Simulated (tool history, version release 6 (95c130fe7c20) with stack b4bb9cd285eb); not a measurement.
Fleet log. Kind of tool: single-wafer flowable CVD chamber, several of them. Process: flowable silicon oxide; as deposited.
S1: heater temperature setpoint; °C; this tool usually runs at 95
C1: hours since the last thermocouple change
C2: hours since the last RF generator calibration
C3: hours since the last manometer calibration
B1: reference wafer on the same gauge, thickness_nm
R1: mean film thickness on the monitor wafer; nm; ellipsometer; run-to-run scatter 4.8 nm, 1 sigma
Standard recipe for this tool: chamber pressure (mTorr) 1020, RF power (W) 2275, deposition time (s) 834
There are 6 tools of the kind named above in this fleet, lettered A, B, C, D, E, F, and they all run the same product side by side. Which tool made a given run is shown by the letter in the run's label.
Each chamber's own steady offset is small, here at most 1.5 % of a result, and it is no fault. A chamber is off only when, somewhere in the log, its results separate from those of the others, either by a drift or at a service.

{"run": "1E", "hour": 3.0, "S1": 95, "chamber pressure (mTorr)": 1020, "RF power (W)": 2275, "deposition time (s)": 834, "C1": 3075.9, "C2": 868.1, "C3": 702.8, "B1": 755.99, "R1": 817.27}
{"hour": 5.9, "done": "chamber A: thermocouple changed; heater temperature recalibrated"}
{"run": "2A", "hour": 7.2, "S1": 95, "chamber pressure (mTorr)": 1020, "RF power (W)": 2275, "deposition time (s)": 834, "C1": 1.4, "C2": 659.5, "C3": 1258.5, "B1": 754.96, "R1": 814.84}
{"run": "3F", "hour": 10.1, "S1": 95, "chamber pressure (mTorr)": 1020, "RF power (W)": 2275, "deposition time (s)": 834, "C1": 1767, "C2": 1643.5, "C3": 1393, "B1": 755.7, "R1": 828.5}
{"run": "4D", "hour": 12.8, "S1": 95, "chamber pressure (mTorr)": 1020, "RF power (W)": 2275, "deposition time (s)": 834, "C1": 262, "C2": 203, "C3": 232.3, "B1": 756.33, "R1": 841.45}
{"run": "5C", "hour": 16.6, "S1": 95, "chamber pressure (mTorr)": 1020, "RF power (W)": 2275, "deposition time (s)": 834, "C1": 2848.1, "C2": 523.2, "C3": 260.9, "B1": 755.67, "R1": 830.96}
{"run": "6B", "hour": 21.1, "S1": 95, "chamber pressure (mTorr)": 1250, "RF power (W)": 2275, "deposition time (s)": 834, "C1": 1231.3, "C2": 847, "C3": 719.1, "B1": 755.77, "R1": 1044.2}
{"run": "7E", "hour": 25.1, "S1": 95, "chamber pressure (mTorr)": 1250, "RF power (W)": 2275, "deposition time (s)": 834, "C1": 3098, "C2": 890.2, "C3": 724.9, "B1": 756.26, "R1": 1022.3}
{"run": "8B", "hour": 27.8, "S1": 95, "chamber pressure (mTorr)": 1250, "RF power (W)": 2275, "deposition time (s)": 834, "C1": 1238, "C2": 853.7, "C3": 725.8, "B1": 756.54, "R1": 1051.7}
{"run": "9F", "hour": 31.7, "S1": 95, "chamber pressure (mTorr)": 1250, "RF power (W)": 2275, "deposition time (s)": 834, "C1": 1788.6, "C2": 1665.1, "C3": 1414.6, "B1": 757.03, "R1": 1037.7}
{"run": "10A", "hour": 34.5, "S1": 95, "chamber pressure (mTorr)": 1250, "RF power (W)": 2275, "deposition time (s)": 834, "C1": 28.7, "C2": 686.8, "C3": 1285.8, "B1": 756.81, "R1": 1026.3}
{"run": "11D", "hour": 36.7, "S1": 95, "chamber pressure (mTorr)": 1250, "RF power (W)": 2275, "deposition time (s)": 834, "C1": 285.9, "C2": 226.9, "C3": 256.2, "B1": 755.42, "R1": 1058.3}
{"run": "12C", "hour": 39.5, "S1": 95, "chamber pressure (mTorr)": 1020, "RF power (W)": 2275, "deposition time (s)": 834, "C1": 2871, "C2": 546.1, "C3": 283.8, "B1": 757.38, "R1": 836.77}
{"run": "13C", "hour": 42.2, "S1": 95, "chamber pressure (mTorr)": 1020, "RF power (W)": 2275, "deposition time (s)": 834, "C1": 2873.7, "C2": 548.8, "C3": 286.5, "B1": 756.71, "R1": 835.39}
{"run": "14D", "hour": 45.2, "S1": 95, "chamber pressure (mTorr)": 1020, "RF power (W)": 2275, "deposition time (s)": 834, "C1": 294.4, "C2": 235.4, "C3": 264.7, "B1": 755.19, "R1": 832.29}
{"run": "15A", "hour": 47.4, "S1": 95, "chamber pressure (mTorr)": 1020, "RF power (W)": 2275, "deposition time (s)": 834, "C1": 41.6, "C2": 699.7, "C3": 1298.7, "B1": 756.77, "R1": 811.96}
{"run": "16F", "hour": 51.5, "S1": 95, "chamber pressure (mTorr)": 1020, "RF power (W)": 2275, "deposition time (s)": 834, "C1": 1808.4, "C2": 1684.9, "C3": 1434.4, "B1": 755.03, "R1": 816.88}
{"run": "17E", "hour": 54.7, "S1": 95, "chamber pressure (mTorr)": 1020, "RF power (W)": 2275, "deposition time (s)": 973, "C1": 3127.6, "C2": 919.8, "C3": 754.5, "B1": 756.69, "R1": 948.43}
{"hour": 56.1, "done": "chamber C: thermocouple changed; heater temperature recalibrated"}
{"run": "18B", "hour": 57.1, "S1": 95, "chamber pressure (mTorr)": 1020, "RF power (W)": 2275, "deposition time (s)": 973, "C1": 1267.3, "C2": 883, "C3": 755.1, "B1": 755.48, "R1": 974.34}
{"run": "19B", "hour": 60.6, "S1": 95, "chamber pressure (mTorr)": 1020, "RF power (W)": 2275, "deposition time (s)": 973, "C1": 1270.8, "C2": 886.5, "C3": 758.6, "B1": 755.87, "R1": 978.5}
{"run": "20A", "hour": 63.1, "S1": 95, "chamber pressure (mTorr)": 1020, "RF power (W)": 2275, "deposition time (s)": 973, "C1": 57.3, "C2": 715.4, "C3": 1314.4, "B1": 756.36, "R1": 956.93}
{"run": "21F", "hour": 67.0, "S1": 95, "chamber pressure (mTorr)": 1020, "RF power (W)": 2275, "deposition time (s)": 973, "C1": 1823.9, "C2": 1700.4, "C3": 1449.9, "B1": 755.85, "R1": 955.55}
{"run": "22C", "hour": 70.5, "S1": 95, "chamber pressure (mTorr)": 1020, "RF power (W)": 2275, "deposition time (s)": 973, "C1": 14.4, "C2": 577.1, "C3": 314.8, "B1": 755.36, "R1": 975.3}
{"run": "23E", "hour": 73.6, "S1": 83, "chamber pressure (mTorr)": 1020, "RF power (W)": 2635, "deposition time (s)": 834, "C1": 3146.5, "C2": 938.7, "C3": 773.4, "B1": 757.07, "R1": 1226.5}
{"run": "24D", "hour": 78.2, "S1": 83, "chamber pressure (mTorr)": 1020, "RF power (W)": 2635, "deposition time (s)": 834, "C1": 327.4, "C2": 268.4, "C3": 297.7, "B1": 755.85, "R1": 1247}
{"run": "25D", "hour": 80.5, "S1": 83, "chamber pressure (mTorr)": 1020, "RF power (W)": 2635, "deposition time (s)": 834, "C1": 329.7, "C2": 270.7, "C3": 300, "B1": 755.82, "R1": 1219.2}
{"run": "26A", "hour": 82.7, "S1": 83, "chamber pressure (mTorr)": 1020, "RF power (W)": 2635, "deposition time (s)": 834, "C1": 76.9, "C2": 735, "C3": 1334, "B1": 755.77, "R1": 1220.2}
{"run": "27F", "hour": 86.4, "S1": 83, "chamber pressure (mTorr)": 1020, "RF power (W)": 2635, "deposition time (s)": 834, "C1": 1843.3, "C2": 1719.8, "C3": 1469.3, "B1": 755.36, "R1": 1211.5}
{"run": "28B", "hour": 90.3, "S1": 83, "chamber pressure (mTorr)": 1020, "RF power (W)": 2635, "deposition time (s)": 834, "C1": 1300.5, "C2": 916.2, "C3": 788.3, "B1": 755.54, "R1": 1242.6}
{"run": "29E", "hour": 93.1, "S1": 95, "chamber pressure (mTorr)": 1020, "RF power (W)": 2275, "deposition time (s)": 834, "C1": 3166, "C2": 958.2, "C3": 792.9, "B1": 755.47, "R1": 820.58}
{"run": "30C", "hour": 97.0, "S1": 95, "chamber pressure (mTorr)": 1020, "RF power (W)": 2275, "deposition time (s)": 834, "C1": 40.9, "C2": 603.6, "C3": 341.3, "B1": 755.71, "R1": 828.78}
{"run": "31F", "hour": 99.0, "S1": 95, "chamber pressure (mTorr)": 1020, "RF power (W)": 2275, "deposition time (s)": 834, "C1": 1855.9, "C2": 1732.4, "C3": 1481.9, "B1": 756.74, "R1": 802.98}
{"run": "32A", "hour": 102.1, "S1": 95, "chamber pressure (mTorr)": 1020, "RF power (W)": 2275, "deposition time (s)": 834, "C1": 96.3, "C2": 754.4, "C3": 1353.4, "B1": 757.19, "R1": 817.41}
{"run": "33E", "hour": 105.5, "S1": 95, "chamber pressure (mTorr)": 1020, "RF power (W)": 2275, "deposition time (s)": 834, "C1": 3178.4, "C2": 970.6, "C3": 805.3, "B1": 756.2, "R1": 823.58}
{"run": "34D", "hour": 110.1, "S1": 95, "chamber pressure (mTorr)": 1020, "RF power (W)": 2275, "deposition time (s)": 834, "C1": 359.3, "C2": 300.3, "C3": 329.6, "B1": 755.42, "R1": 831.28}
{"run": "35C", "hour": 112.7, "S1": 95, "chamber pressure (mTorr)": 1020, "RF power (W)": 2275, "deposition time (s)": 834, "C1": 56.6, "C2": 619.3, "C3": 357, "B1": 755.25, "R1": 830.61}
{"run": "36B", "hour": 116.9, "S1": 95, "chamber pressure (mTorr)": 1020, "RF power (W)": 2275, "deposition time (s)": 834, "C1": 1327.1, "C2": 942.8, "C3": 814.9, "B1": 755.95, "R1": 837.46}
{"run": "37E", "hour": 119.4, "S1": 95, "chamber pressure (mTorr)": 1020, "RF power (W)": 2275, "deposition time (s)": 834, "C1": 3192.3, "C2": 984.5, "C3": 819.2, "B1": 756.21, "R1": 822.01}

All 6 chambers run these settings next. Forecast each chamber's results:
{"run": "38A", "hour": 122.7, "S1": 95, "chamber pressure (mTorr)": 1020, "RF power (W)": 2275, "deposition time (s)": 834, "R1": "?"}
{"run": "38B", "hour": 122.7, "S1": 95, "chamber pressure (mTorr)": 1020, "RF power (W)": 2275, "deposition time (s)": 834, "R1": "?"}
{"run": "38C", "hour": 122.7, "S1": 95, "chamber pressure (mTorr)": 1020, "RF power (W)": 2275, "deposition time (s)": 834, "R1": "?"}
{"run": "38D", "hour": 122.7, "S1": 95, "chamber pressure (mTorr)": 1020, "RF power (W)": 2275, "deposition time (s)": 834, "R1": "?"}
{"run": "38E", "hour": 122.7, "S1": 95, "chamber pressure (mTorr)": 1020, "RF power (W)": 2275, "deposition time (s)": 834, "R1": "?"}
{"run": "38F", "hour": 122.7, "S1": 95, "chamber pressure (mTorr)": 1020, "RF power (W)": 2275, "deposition time (s)": 834, "R1": "?"}

run=38A R1=823.53
run=38B R1=836.63
run=38C R1=836.31
run=38D R1=825.07
run=38E R1=821.79
run=38F R1=797.98

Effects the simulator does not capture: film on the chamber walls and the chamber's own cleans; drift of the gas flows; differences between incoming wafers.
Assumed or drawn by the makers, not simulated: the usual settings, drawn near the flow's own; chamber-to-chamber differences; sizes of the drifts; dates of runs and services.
